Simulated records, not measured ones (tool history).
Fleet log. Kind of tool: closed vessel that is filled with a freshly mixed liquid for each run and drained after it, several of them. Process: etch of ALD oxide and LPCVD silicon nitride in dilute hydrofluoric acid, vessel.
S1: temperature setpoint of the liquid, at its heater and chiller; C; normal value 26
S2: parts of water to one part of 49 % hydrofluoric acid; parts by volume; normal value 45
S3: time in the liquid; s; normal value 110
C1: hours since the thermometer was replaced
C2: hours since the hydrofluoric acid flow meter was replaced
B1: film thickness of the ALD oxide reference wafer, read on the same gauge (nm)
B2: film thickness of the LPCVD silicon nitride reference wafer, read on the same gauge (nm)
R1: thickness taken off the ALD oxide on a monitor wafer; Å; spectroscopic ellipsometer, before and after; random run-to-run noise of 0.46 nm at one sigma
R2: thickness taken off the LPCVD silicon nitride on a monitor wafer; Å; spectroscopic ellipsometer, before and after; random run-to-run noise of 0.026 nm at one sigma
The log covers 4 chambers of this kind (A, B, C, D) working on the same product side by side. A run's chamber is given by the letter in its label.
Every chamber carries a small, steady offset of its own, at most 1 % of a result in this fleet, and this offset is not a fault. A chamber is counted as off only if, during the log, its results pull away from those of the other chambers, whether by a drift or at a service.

run,hour,S1,S2,S3,C1,C2,B1,B2,R1,R2
1C,3.6,26,45,110,134,272.8,90.007,140.02,504.21,13.084
2B,7.4,26,45,110,910.3,1388.6,90.012,140.01,506.97,13.125
3D,11.6,26,45,110,888.2,351.4,90.017,139.95,497.27,13.33
4A,16.6,26,45,110,115.2,235.6,90.008,140.04,494.24,12.837
5C,20.1,26,45,110,150.5,289.3,90.004,139.99,499.31,13.031
6A,23,26,45,110,121.6,242,90.022,140.03,490.66,13.08
7B,27.3,26,45,110,930.2,1408.5,89.981,139.99,502.86,12.874
8D,32.8,26,45,110,909.4,372.6,90.005,140.01,494.06,12.774
9A,38.4,26,45,110,137,257.4,89.975,139.98,506.3,12.607
10C,41.6,26,45,110,172,310.8,90.006,140.02,503.02,13.096
11B,48.3,26,45,110,951.2,1429.5,89.988,140,499.42,12.956
# hour 50.4: chamber B: thermometer replaced
12D,52.5,26,45,110,929.1,392.3,89.977,140.01,497.42,13.229
13B,57.9,26,45,110,7.6,1439.1,90.004,140.03,494.02,12.915
14C,62,26,50,110,192.4,331.2,89.988,139.98,448.62,11.427
15D,65.6,26,50,110,942.2,405.4,90.007,140.01,439.45,11.682
16A,70.7,26,50,110,169.3,289.7,90.017,140,441.39,11.992
17C,76.6,26,50,110,207,345.8,89.988,140.04,444.33,11.722
18A,79.9,26,45,110,178.5,298.9,89.99,140.01,499.11,12.969
19B,84.7,29,45,110,34.4,1465.9,89.991,139.95,572.88,15.84
20D,89.6,29,45,110,966.2,429.4,90.006,140,546.11,15.47
21D,96.3,29,45,110,972.9,436.1,90.001,140.07,552.68,15.996
22B,102.1,29,45,110,51.8,1483.3,89.998,140,570.9,16.063
23A,106.3,26,45,110,204.9,325.3,90.002,140.01,501.93,12.687
24C,111,26,45,110,241.4,380.2,90.008,139.99,495.48,12.798
25C,116,26,45,155,246.4,385.2,90.028,140.02,698.86,17.783
26B,120,26,45,155,69.7,1501.2,89.999,140.04,701.62,18.385
27D,126.6,26,45,155,1003.2,466.4,89.998,140.02,689.5,17.938
28A,130.1,26,45,155,228.7,349.1,89.982,139.93,696.28,18.423
29B,134.4,26,45,110,84.1,1515.6,89.994,139.97,498.65,12.732
30C,140.4,26,45,110,270.8,409.6,90.013,139.98,491.73,12.907
31D,145.5,26,45,110,1022.1,485.3,90.018,140.02,494.52,12.876
32A,149,26,45,110,247.6,368,89.993,140.01,497.03,12.895
33A,154.8,26,45,110,253.4,373.8,89.994,140,498.14,13.349
34B,158.3,26,45,60,108,1539.5,90.009,140.04,268.44,7.1858
35D,163.4,26,45,60,1040,503.2,89.988,139.99,267.71,7.2268
36C,167.8,26,45,60,298.2,437,90,139.98,271.87,7.0467
37B,172,26,45,60,121.7,1553.2,89.986,140.01,272.73,7.0774
38D,178.2,22,45,165,1054.8,518,89.977,140,631.06,14.949
39A,184.6,22,45,165,283.2,403.6,89.988,139.98,634.97,14.768
40C,190.1,22,45,165,320.5,459.3,89.987,140.03,642.07,14.991
41A,194.7,22,45,165,293.3,413.7,89.97,140.01,643.87,15.086
42B,200.1,30,45,110,149.8,1581.3,90.007,139.96,598.58,17.216
43D,204.7,30,45,110,1081.3,544.5,89.989,140,580.57,17.013
44C,210.1,30,45,110,340.5,479.3,90.013,140,584.78,16.122

Predict what each chamber gives when all 4 of them run the settings below next.
45A,215,22,45,110,,,,,?,?
45B,215,22,45,110,,,,,?,?
45C,215,22,45,110,,,,,?,?
45D,215,22,45,110,,,,,?,?

run,R1,R2
45A,415.61,9.8492
45B,421.48,9.6615
45C,425.91,9.7266
45D,419.46,10.04

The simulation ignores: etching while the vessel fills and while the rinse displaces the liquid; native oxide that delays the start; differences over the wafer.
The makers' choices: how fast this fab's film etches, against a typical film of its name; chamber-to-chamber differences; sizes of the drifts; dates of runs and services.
